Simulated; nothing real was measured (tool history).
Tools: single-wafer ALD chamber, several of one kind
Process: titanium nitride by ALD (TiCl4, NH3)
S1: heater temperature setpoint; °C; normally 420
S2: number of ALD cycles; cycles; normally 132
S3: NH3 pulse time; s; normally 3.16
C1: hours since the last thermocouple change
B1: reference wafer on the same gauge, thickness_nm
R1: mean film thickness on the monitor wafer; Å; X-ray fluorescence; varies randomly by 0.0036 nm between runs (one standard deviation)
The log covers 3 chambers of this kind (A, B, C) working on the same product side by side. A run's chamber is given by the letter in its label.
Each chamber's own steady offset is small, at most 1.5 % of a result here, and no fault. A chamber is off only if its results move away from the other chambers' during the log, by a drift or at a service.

{"run": "1B", "hour": 8.2, "S1": 420, "S2": 132, "S3": 3.16, "C1": 1338.3, "B1": 2.4109, "R1": 29.8}
{"run": "2A", "hour": 13.3, "S1": 420, "S2": 132, "S3": 3.16, "C1": 100.4, "B1": 2.4105, "R1": 29.357}
{"run": "3C", "hour": 20.1, "S1": 420, "S2": 132, "S3": 3.16, "C1": 1811.4, "B1": 2.411, "R1": 29.712}
{"run": "4A", "hour": 30.5, "S1": 420, "S2": 132, "S3": 3.16, "C1": 117.6, "B1": 2.4113, "R1": 29.323}
{"run": "5C", "hour": 40.5, "S1": 420, "S2": 132, "S3": 3.16, "C1": 1831.8, "B1": 2.4119, "R1": 29.736}
{"run": "6B", "hour": 48.5, "S1": 420, "S2": 108, "S3": 3.55, "C1": 1378.6, "B1": 2.4121, "R1": 24.394}
{"run": "7B", "hour": 56.4, "S1": 420, "S2": 108, "S3": 3.55, "C1": 1386.5, "B1": 2.4132, "R1": 24.489}
{"run": "8A", "hour": 67.7, "S1": 420, "S2": 108, "S3": 3.55, "C1": 154.8, "B1": 2.4125, "R1": 24.107}
{"run": "9C", "hour": 76.3, "S1": 420, "S2": 132, "S3": 3.62, "C1": 1867.6, "B1": 2.4133, "R1": 29.789}
{"run": "10B", "hour": 87.4, "S1": 420, "S2": 132, "S3": 3.62, "C1": 1417.5, "B1": 2.4139, "R1": 29.902}
{"run": "11C", "hour": 96.4, "S1": 420, "S2": 132, "S3": 3.62, "C1": 1887.7, "B1": 2.4137, "R1": 29.837}
{"run": "12A", "hour": 106.0, "S1": 420, "S2": 132, "S3": 3.16, "C1": 193.1, "B1": 2.4144, "R1": 29.426}
{"run": "13B", "hour": 116.3, "S1": 420, "S2": 132, "S3": 3.16, "C1": 1446.4, "B1": 2.4148, "R1": 29.798}
{"run": "14A", "hour": 126.1, "S1": 420, "S2": 132, "S3": 3.16, "C1": 213.2, "B1": 2.4155, "R1": 29.388}
{"run": "15C", "hour": 136.7, "S1": 420, "S2": 132, "S3": 3.16, "C1": 1928.0, "B1": 2.4154, "R1": 29.797}
{"run": "16B", "hour": 148.4, "S1": 420, "S2": 132, "S3": 3.16, "C1": 1478.5, "B1": 2.417, "R1": 29.853}
{"run": "17A", "hour": 158.1, "S1": 420, "S2": 132, "S3": 3.16, "C1": 245.2, "B1": 2.4168, "R1": 29.407}
{"run": "18C", "hour": 169.6, "S1": 420, "S2": 132, "S3": 3.16, "C1": 1960.9, "B1": 2.4182, "R1": 29.862}
{"run": "19B", "hour": 175.9, "S1": 420, "S2": 132, "S3": 3.16, "C1": 1506.0, "B1": 2.4172, "R1": 29.846}
{"run": "20C", "hour": 186.9, "S1": 420, "S2": 132, "S3": 3.16, "C1": 1978.2, "B1": 2.4178, "R1": 29.844}
{"run": "21A", "hour": 192.9, "S1": 420, "S2": 132, "S3": 3.16, "C1": 280.0, "B1": 2.4191, "R1": 29.441}
{"run": "22C", "hour": 199.8, "S1": 420, "S2": 132, "S3": 3.16, "C1": 1991.1, "B1": 2.4186, "R1": 29.834}
{"run": "23A", "hour": 207.6, "S1": 420, "S2": 132, "S3": 3.16, "C1": 294.7, "B1": 2.4187, "R1": 29.357}
{"run": "24B", "hour": 214.3, "S1": 420, "S2": 132, "S3": 3.16, "C1": 1544.4, "B1": 2.4192, "R1": 29.9}
{"run": "25A", "hour": 224.0, "S1": 420, "S2": 132, "S3": 3.16, "C1": 311.1, "B1": 2.421, "R1": 29.414}
{"run": "26C", "hour": 231.0, "S1": 420, "S2": 132, "S3": 3.16, "C1": 2022.3, "B1": 2.4208, "R1": 29.885}
{"run": "27B", "hour": 237.2, "S1": 420, "S2": 132, "S3": 3.16, "C1": 1567.3, "B1": 2.4209, "R1": 29.891}
{"run": "28B", "hour": 248.5, "S1": 420, "S2": 132, "S3": 3.16, "C1": 1578.6, "B1": 2.4202, "R1": 29.963}
{"run": "29A", "hour": 258.6, "S1": 420, "S2": 132, "S3": 3.16, "C1": 345.7, "B1": 2.4206, "R1": 29.414}
{"run": "30C", "hour": 264.9, "S1": 420, "S2": 132, "S3": 3.16, "C1": 2056.2, "B1": 2.421, "R1": 29.872}

Is one chamber out of step, is the gauge drifting, or do the chambers differ by no more than their own small offsets? For an off chamber, give its letter and the likeliest cause.

None of the chambers is off. What moves is the gauge, dragging all their readings along together.
Likeliest cause: gauge reads high (%) = 0.496.

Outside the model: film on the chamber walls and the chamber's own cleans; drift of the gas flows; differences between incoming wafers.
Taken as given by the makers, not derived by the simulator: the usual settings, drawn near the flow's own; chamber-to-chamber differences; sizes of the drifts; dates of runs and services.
